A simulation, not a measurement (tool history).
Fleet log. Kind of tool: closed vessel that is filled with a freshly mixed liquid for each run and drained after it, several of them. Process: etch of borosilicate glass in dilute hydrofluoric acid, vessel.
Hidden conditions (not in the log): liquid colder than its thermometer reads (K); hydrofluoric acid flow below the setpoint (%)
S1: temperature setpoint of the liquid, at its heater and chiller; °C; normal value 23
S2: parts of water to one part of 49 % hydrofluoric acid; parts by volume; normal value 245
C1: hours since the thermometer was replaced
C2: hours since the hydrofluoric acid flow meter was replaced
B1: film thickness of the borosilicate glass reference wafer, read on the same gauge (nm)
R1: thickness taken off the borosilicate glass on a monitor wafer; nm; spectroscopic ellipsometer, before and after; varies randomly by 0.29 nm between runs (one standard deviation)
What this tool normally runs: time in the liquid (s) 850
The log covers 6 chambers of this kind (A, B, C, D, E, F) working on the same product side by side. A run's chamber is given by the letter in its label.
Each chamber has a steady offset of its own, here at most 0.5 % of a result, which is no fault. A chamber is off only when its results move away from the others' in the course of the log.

{"run": "1E", "hour": 3.7, "S1": 23, "S2": 245, "time in the liquid (s)": 850, "C1": 901.3, "C2": 132.7, "B1": 120.02, "R1": 51.242}
{"run": "2A", "hour": 7.0, "S1": 23, "S2": 245, "time in the liquid (s)": 850, "C1": 561.1, "C2": 2012.6, "B1": 119.98, "R1": 50.747}
{"run": "3C", "hour": 10.5, "S1": 23, "S2": 245, "time in the liquid (s)": 850, "C1": 379.5, "C2": 377.8, "B1": 119.99, "R1": 51.316}
{"hour": 11.9, "done": "chamber C: hydrofluoric acid flow meter replaced"}
{"run": "4D", "hour": 15.7, "S1": 23, "S2": 245, "time in the liquid (s)": 850, "C1": 637.5, "C2": 1284.3, "B1": 120.04, "R1": 51.385}
{"hour": 17.2, "done": "chamber D: hydrofluoric acid flow meter replaced"}
{"run": "5B", "hour": 20.5, "S1": 23, "S2": 245, "time in the liquid (s)": 850, "C1": 1479.5, "C2": 330.1, "B1": 119.99, "R1": 51.502}
{"run": "6F", "hour": 25.2, "S1": 23, "S2": 245, "time in the liquid (s)": 850, "C1": 418.6, "C2": 148.2, "B1": 120.0, "R1": 51.452}
{"run": "7D", "hour": 29.4, "S1": 23, "S2": 245, "time in the liquid (s)": 850, "C1": 651.2, "C2": 12.2, "B1": 119.98, "R1": 51.334}
{"run": "8C", "hour": 33.8, "S1": 23, "S2": 245, "time in the liquid (s)": 850, "C1": 402.8, "C2": 21.9, "B1": 120.04, "R1": 50.951}
{"run": "9A", "hour": 39.3, "S1": 23, "S2": 245, "time in the liquid (s)": 850, "C1": 593.4, "C2": 2044.9, "B1": 120.01, "R1": 50.893}
{"run": "10E", "hour": 44.8, "S1": 23, "S2": 245, "time in the liquid (s)": 850, "C1": 942.4, "C2": 173.8, "B1": 120.0, "R1": 51.428}
{"run": "11F", "hour": 51.2, "S1": 23, "S2": 245, "time in the liquid (s)": 850, "C1": 444.6, "C2": 174.2, "B1": 119.98, "R1": 51.422}
{"run": "12B", "hour": 55.6, "S1": 23, "S2": 245, "time in the liquid (s)": 850, "C1": 1514.6, "C2": 365.2, "B1": 120.02, "R1": 51.413}
{"run": "13E", "hour": 60.9, "S1": 23, "S2": 245, "time in the liquid (s)": 850, "C1": 958.5, "C2": 189.9, "B1": 120.01, "R1": 51.534}
{"run": "14F", "hour": 64.6, "S1": 23, "S2": 245, "time in the liquid (s)": 850, "C1": 458.0, "C2": 187.6, "B1": 119.97, "R1": 51.187}
{"run": "15D", "hour": 70.2, "S1": 23, "S2": 245, "time in the liquid (s)": 850, "C1": 692.0, "C2": 53.0, "B1": 120.03, "R1": 51.015}
{"run": "16B", "hour": 76.7, "S1": 23, "S2": 245, "time in the liquid (s)": 850, "C1": 1535.7, "C2": 386.3, "B1": 119.99, "R1": 51.296}
{"run": "17C", "hour": 81.6, "S1": 23, "S2": 245, "time in the liquid (s)": 850, "C1": 450.6, "C2": 69.7, "B1": 120.0, "R1": 51.159}
{"run": "18A", "hour": 86.6, "S1": 20, "S2": 245, "time in the liquid (s)": 420, "C1": 640.7, "C2": 2092.2, "B1": 120.0, "R1": 22.353}
{"run": "19C", "hour": 91.3, "S1": 20, "S2": 245, "time in the liquid (s)": 420, "C1": 460.3, "C2": 79.4, "B1": 120.0, "R1": 22.494}
{"run": "20E", "hour": 97.0, "S1": 20, "S2": 245, "time in the liquid (s)": 420, "C1": 994.6, "C2": 226.0, "B1": 120.01, "R1": 22.824}
{"run": "21D", "hour": 100.1, "S1": 20, "S2": 245, "time in the liquid (s)": 420, "C1": 721.9, "C2": 82.9, "B1": 120.02, "R1": 22.499}
{"run": "22A", "hour": 105.4, "S1": 20, "S2": 245, "time in the liquid (s)": 420, "C1": 659.5, "C2": 2111.0, "B1": 119.96, "R1": 22.329}
{"run": "23F", "hour": 109.9, "S1": 20, "S2": 245, "time in the liquid (s)": 420, "C1": 503.3, "C2": 232.9, "B1": 119.99, "R1": 22.499}
{"run": "24B", "hour": 113.7, "S1": 23, "S2": 245, "time in the liquid (s)": 850, "C1": 1572.7, "C2": 423.3, "B1": 120.01, "R1": 50.173}
{"run": "25C", "hour": 118.6, "S1": 23, "S2": 245, "time in the liquid (s)": 850, "C1": 487.6, "C2": 106.7, "B1": 120.02, "R1": 51.195}
{"run": "26B", "hour": 123.4, "S1": 23, "S2": 245, "time in the liquid (s)": 850, "C1": 1582.4, "C2": 433.0, "B1": 120.01, "R1": 49.799}
{"run": "27E", "hour": 126.8, "S1": 23, "S2": 245, "time in the liquid (s)": 850, "C1": 1024.4, "C2": 255.8, "B1": 120.01, "R1": 51.546}
{"run": "28A", "hour": 133.2, "S1": 23, "S2": 245, "time in the liquid (s)": 850, "C1": 687.3, "C2": 2138.8, "B1": 119.98, "R1": 51.221}
{"run": "29D", "hour": 139.1, "S1": 23, "S2": 245, "time in the liquid (s)": 850, "C1": 760.9, "C2": 121.9, "B1": 120.01, "R1": 51.563}
{"run": "30F", "hour": 143.6, "S1": 23, "S2": 245, "time in the liquid (s)": 455, "C1": 537.0, "C2": 266.6, "B1": 120.0, "R1": 27.435}
{"run": "31D", "hour": 149.5, "S1": 23, "S2": 245, "time in the liquid (s)": 455, "C1": 771.3, "C2": 132.3, "B1": 120.02, "R1": 27.699}
{"run": "32C", "hour": 155.2, "S1": 23, "S2": 245, "time in the liquid (s)": 455, "C1": 524.2, "C2": 143.3, "B1": 120.01, "R1": 27.078}
{"run": "33B", "hour": 160.9, "S1": 23, "S2": 245, "time in the liquid (s)": 455, "C1": 1619.9, "C2": 470.5, "B1": 119.98, "R1": 25.72}
{"hour": 163.2, "done": "chamber A: hydrofluoric acid flow meter replaced"}
{"run": "34E", "hour": 166.8, "S1": 23, "S2": 245, "time in the liquid (s)": 455, "C1": 1064.4, "C2": 295.8, "B1": 119.98, "R1": 27.595}
{"run": "35F", "hour": 171.0, "S1": 23, "S2": 245, "time in the liquid (s)": 455, "C1": 564.4, "C2": 294.0, "B1": 120.02, "R1": 27.422}
{"run": "36A", "hour": 177.3, "S1": 23, "S2": 245, "time in the liquid (s)": 850, "C1": 731.4, "C2": 14.2, "B1": 120.01, "R1": 51.655}
{"run": "37A", "hour": 183.5, "S1": 23, "S2": 245, "time in the liquid (s)": 850, "C1": 737.6, "C2": 20.4, "B1": 120.01, "R1": 51.232}
{"run": "38B", "hour": 187.0, "S1": 23, "S2": 245, "time in the liquid (s)": 850, "C1": 1646.0, "C2": 496.6, "B1": 119.99, "R1": 47.615}

Read the log: is a single chamber off, either drifting away or since a service, is the gauge that measures every chamber drifting, or is nothing wrong beyond small per-chamber offsets? Name any odd chamber and what most likely caused it.

One chamber, B, drifts off from the rest bit by bit.
Likeliest cause: liquid colder than its thermometer reads (K) = 2.21.
Not necessarily distinguishable in this log from: hydrofluoric acid flow below the setpoint (%).

Here are 4 candidates for chamber B's next run, each the usual settings with a change, their results left as question marks. Which one brings its results back in line with what the others give on the usual settings?
Maximum distance from the other chambers' mean on the usual settings for a result to count as in line: R1 1.000 nm
{"run": "39B-1", "hour": 191.9, "S1": 23, "S2": 240, "time in the liquid (s)": 850, "R1": "?"}
{"run": "39B-2", "hour": 191.9, "S1": 23, "S2": 230, "time in the liquid (s)": 850, "R1": "?"}
{"run": "39B-3", "hour": 191.9, "S1": 23, "S2": 245, "time in the liquid (s)": 785, "R1": "?"}
{"run": "39B-4", "hour": 191.9, "S1": 23, "S2": 245, "time in the liquid (s)": 825, "R1": "?"}

Average result of the remaining chambers running the usual settings: R1 51.307 nm
run=39B-1 R1=48.762
run=39B-2 R1=51.334
run=39B-3 R1=43.919
run=39B-4 R1=46.157
39B-2 brings the chamber back in line.

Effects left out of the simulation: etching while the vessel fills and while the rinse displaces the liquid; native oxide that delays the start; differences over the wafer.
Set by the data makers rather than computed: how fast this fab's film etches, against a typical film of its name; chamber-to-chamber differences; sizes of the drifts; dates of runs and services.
